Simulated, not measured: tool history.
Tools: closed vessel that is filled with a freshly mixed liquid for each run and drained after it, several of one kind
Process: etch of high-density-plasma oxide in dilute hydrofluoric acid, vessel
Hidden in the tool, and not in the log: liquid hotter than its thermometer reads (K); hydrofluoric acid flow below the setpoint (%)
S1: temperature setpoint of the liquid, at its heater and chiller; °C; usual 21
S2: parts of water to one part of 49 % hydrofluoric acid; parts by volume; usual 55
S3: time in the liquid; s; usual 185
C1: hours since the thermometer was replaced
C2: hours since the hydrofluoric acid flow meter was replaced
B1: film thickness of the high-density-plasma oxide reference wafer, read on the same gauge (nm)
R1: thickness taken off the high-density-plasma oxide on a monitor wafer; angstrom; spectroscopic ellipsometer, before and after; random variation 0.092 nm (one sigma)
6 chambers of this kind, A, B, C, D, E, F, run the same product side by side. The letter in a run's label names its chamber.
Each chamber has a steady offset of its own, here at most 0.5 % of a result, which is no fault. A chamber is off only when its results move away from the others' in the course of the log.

run,hour,S1,S2,S3,C1,C2,B1,R1
1C,10.2,21,55,185,186.2,1341.4,70.004,186.96
2D,17.8,21,55,185,166.1,108.7,69.996,188.34
3E,24.6,21,55,185,516.3,428.4,69.992,186.16
4B,30.8,21,55,185,1522.3,220.7,70.01,188.1
5F,42.4,21,70,185,636.6,1257.7,69.98,144.96
6A,48.1,21,70,185,1129.8,718.4,69.968,144.5
7B,56.5,21,70,185,1548,246.4,70.002,144.86
8E,65.3,21,70,185,557,469.1,70.003,143.92
# hour 70.9: chamber F: hydrofluoric acid flow meter replaced
9A,72.6,21,70,185,1154.3,742.9,70.002,144.51
# hour 73.6: chamber E: hydrofluoric acid flow meter replaced
10C,84.7,21,70,185,260.7,1415.9,70,144.44
11F,97.1,21,55,185,691.3,26.2,70.004,186.97
12D,103,21,55,185,251.3,193.9,69.99,187.72
13A,114.4,21,70,185,1196.1,784.7,70.013,143.84
14C,124.9,21,70,185,300.9,1456.1,70.007,144.28
15F,131.7,21,70,185,725.9,60.8,70.016,146.75
16B,138.6,21,70,185,1630.1,328.5,70.014,144.7
17D,145.1,21,70,185,293.4,236,69.994,143.82
18E,155,21,70,185,646.7,81.5,69.991,144.75
19C,163.9,18,45,185,339.9,1495.1,69.982,203.28
20B,170.6,18,45,185,1662.1,360.5,69.988,204.92
21E,182.4,18,45,185,674.1,108.9,69.986,202.74
22A,193.4,18,45,185,1275.1,863.7,70.003,203.65
23D,204,18,45,185,352.3,294.9,70.003,204.2
24F,213,18,45,185,807.2,142.1,69.98,202.04
25C,224.4,21,55,185,400.4,1555.6,69.996,188.35
26A,229.7,21,55,185,1311.4,900,69.98,186.77
# hour 230.8: chamber E: thermometer replaced
27D,238.4,21,55,185,386.7,329.3,70.006,188.11
28B,245.1,21,55,185,1736.6,435,70.017,187.37
29F,257.2,21,55,185,851.4,186.3,70,186.65
30E,263,17,55,185,32.2,189.5,70.008,158.37
31D,268.5,17,55,185,416.8,359.4,70.023,158.46
32A,279.1,17,55,185,1360.8,949.4,69.996,157.78
33C,291.5,17,55,185,467.5,1622.7,69.977,158.8
34F,302.4,17,55,185,896.6,231.5,69.979,158.81
35E,308,17,55,185,77.2,234.5,69.995,157.89
36B,314.5,21,55,185,1806,504.4,69.99,187.9
37C,323.5,21,55,185,499.5,1654.7,69.988,187.23

Is one chamber off against the others, does the gauge drift, or is nothing wrong? If a chamber is off, say which, and what the likeliest cause is.

No chamber stands off beyond its own small offset, and the gauge holds steady.
